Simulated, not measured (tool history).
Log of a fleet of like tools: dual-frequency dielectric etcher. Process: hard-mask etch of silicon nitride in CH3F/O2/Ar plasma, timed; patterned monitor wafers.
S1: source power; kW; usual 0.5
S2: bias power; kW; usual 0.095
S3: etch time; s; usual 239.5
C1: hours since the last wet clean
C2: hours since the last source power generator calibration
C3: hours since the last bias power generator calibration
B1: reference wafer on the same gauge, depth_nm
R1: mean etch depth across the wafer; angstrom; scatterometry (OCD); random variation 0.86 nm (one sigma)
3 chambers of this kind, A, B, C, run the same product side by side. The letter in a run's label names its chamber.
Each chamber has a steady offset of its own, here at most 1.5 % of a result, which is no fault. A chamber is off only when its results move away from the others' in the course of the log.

Run 1C, hour 9.6: usual settings; C1 134.1; C2 1275.6; C3 870; B1 227.04. Result: R1 1995.6 angstrom.
Run 2B, hour 19.4: usual settings; C1 260; C2 388.7; C3 1952.2; B1 227.03. Result: R1 1987.5 angstrom.
Run 3A, hour 28.7: usual settings; C1 303.6; C2 524.9; C3 1382.2; B1 226.81. Result: R1 2003.6 angstrom.
Run 4C, hour 39.2: usual settings; C1 163.7; C2 1305.2; C3 899.6; B1 227.09. Result: R1 1999.8 angstrom.
Run 5B, hour 49.1: usual settings; C1 289.7; C2 418.4; C3 1981.9; B1 227.16. Result: R1 2001.4 angstrom.
Run 6A, hour 58: usual settings but S3 299 s; C1 332.9; C2 554.2; C3 1411.5; B1 227.01. Result: R1 2512.4 angstrom.
Run 7A, hour 70.5: usual settings but S3 299 s; C1 345.4; C2 566.7; C3 1424; B1 227.13. Result: R1 2498.6 angstrom.
Run 8C, hour 85.5: usual settings but S3 299 s; C1 210; C2 1351.5; C3 945.9; B1 226.87. Result: R1 2487.2 angstrom.
Run 9B, hour 92.7: usual settings; C1 333.3; C2 462; C3 2025.5; B1 226.92. Result: R1 1978.7 angstrom.
Run 10B, hour 104.9: usual settings; C1 345.5; C2 474.2; C3 2037.7; B1 226.81. Result: R1 1986 angstrom.
Run 11C, hour 111.6: usual settings; C1 236.1; C2 1377.6; C3 972; B1 226.87. Result: R1 1990.4 angstrom.
Run 12A, hour 122.7: usual settings; C1 397.6; C2 618.9; C3 1476.2; B1 226.8. Result: R1 1999.1 angstrom.
Run 13A, hour 129.3: usual settings; C1 404.2; C2 625.5; C3 1482.8; B1 227.05. Result: R1 2011.2 angstrom.
At hour 137.2: chamber B: wet clean of the chamber.
Run 14B, hour 140.4: usual settings; C1 3.3; C2 509.7; C3 2073.2; B1 227.08. Result: R1 1985.3 angstrom.
Run 15C, hour 154.1: usual settings; C1 278.6; C2 1420.1; C3 1014.5; B1 226.9. Result: R1 1997 angstrom.
Run 16B, hour 165.2: usual settings; C1 28.1; C2 534.5; C3 2098; B1 226.94. Result: R1 1992.4 angstrom.
Run 17A, hour 179.4: usual settings; C1 454.3; C2 675.6; C3 1532.9; B1 226.93. Result: R1 1984.9 angstrom.
Run 18C, hour 187.2: usual settings; C1 311.7; C2 1453.2; C3 1047.6; B1 226.95. Result: R1 1980.9 angstrom.
Run 19C, hour 198.7: usual settings; C1 323.2; C2 1464.7; C3 1059.1; B1 227.17. Result: R1 1983 angstrom.
Run 20B, hour 206.1: usual settings; C1 69; C2 575.4; C3 2138.9; B1 227.09. Result: R1 1978.1 angstrom.
Run 21A, hour 218.4: usual settings; C1 493.3; C2 714.6; C3 1571.9; B1 226.81. Result: R1 1975.2 angstrom.
Run 22A, hour 228.5: usual settings; C1 503.4; C2 724.7; C3 1582; B1 227.15. Result: R1 1983.4 angstrom.
Run 23C, hour 236.3: usual settings; C1 360.8; C2 1502.3; C3 1096.7; B1 227.43. Result: R1 1996.9 angstrom.
Run 24B, hour 246.1: usual settings; C1 109; C2 615.4; C3 2178.9; B1 226.89. Result: R1 1981.3 angstrom.
Run 25B, hour 261.3: usual settings; C1 124.2; C2 630.6; C3 2194.1; B1 227.04. Result: R1 1977.1 angstrom.
Run 26A, hour 267.9: usual settings; C1 542.8; C2 764.1; C3 1621.4; B1 226.96. Result: R1 1968.2 angstrom.
Run 27C, hour 280.8: usual settings; C1 405.3; C2 1546.8; C3 1141.2; B1 226.91. Result: R1 1970.7 angstrom.
Run 28A, hour 293: usual settings; C1 567.9; C2 789.2; C3 1646.5; B1 226.97. Result: R1 1957 angstrom.
Run 29B, hour 302.2: usual settings; C1 165.1; C2 671.5; C3 2235; B1 227.08. Result: R1 1979.5 angstrom.
Run 30C, hour 313: usual settings; C1 437.5; C2 1579; C3 1173.4; B1 227.07. Result: R1 1970.2 angstrom.
Run 31B, hour 325.8: usual settings; C1 188.7; C2 695.1; C3 2258.6; B1 227.42. Result: R1 1986.2 angstrom.
Run 32C, hour 336: usual settings; C1 460.5; C2 1602; C3 1196.4; B1 227.1. Result: R1 1984 angstrom.
Run 33A, hour 343.5: usual settings but S1 0.4 kW, S2 0.103 kW; C1 618.4; C2 839.7; C3 1697; B1 226.83. Result: R1 1833.9 angstrom.
Run 34C, hour 356.3: usual settings but S1 0.4 kW, S2 0.103 kW; C1 480.8; C2 1622.3; C3 1216.7; B1 226.89. Result: R1 1883.3 angstrom.
Run 35A, hour 365.2: usual settings but S1 0.4 kW, S2 0.103 kW; C1 640.1; C2 861.4; C3 1718.7; B1 226.87. Result: R1 1824.6 angstrom.

Next, every chamber runs the same settings. What will each give?
Run 36A, hour 376: usual settings. Result: R1 ?.
Run 36B, hour 376: usual settings. Result: R1 ?.
Run 36C, hour 376: usual settings. Result: R1 ?.

run      R1
36A  1927.7
36B  1987.9
36C  1988.3

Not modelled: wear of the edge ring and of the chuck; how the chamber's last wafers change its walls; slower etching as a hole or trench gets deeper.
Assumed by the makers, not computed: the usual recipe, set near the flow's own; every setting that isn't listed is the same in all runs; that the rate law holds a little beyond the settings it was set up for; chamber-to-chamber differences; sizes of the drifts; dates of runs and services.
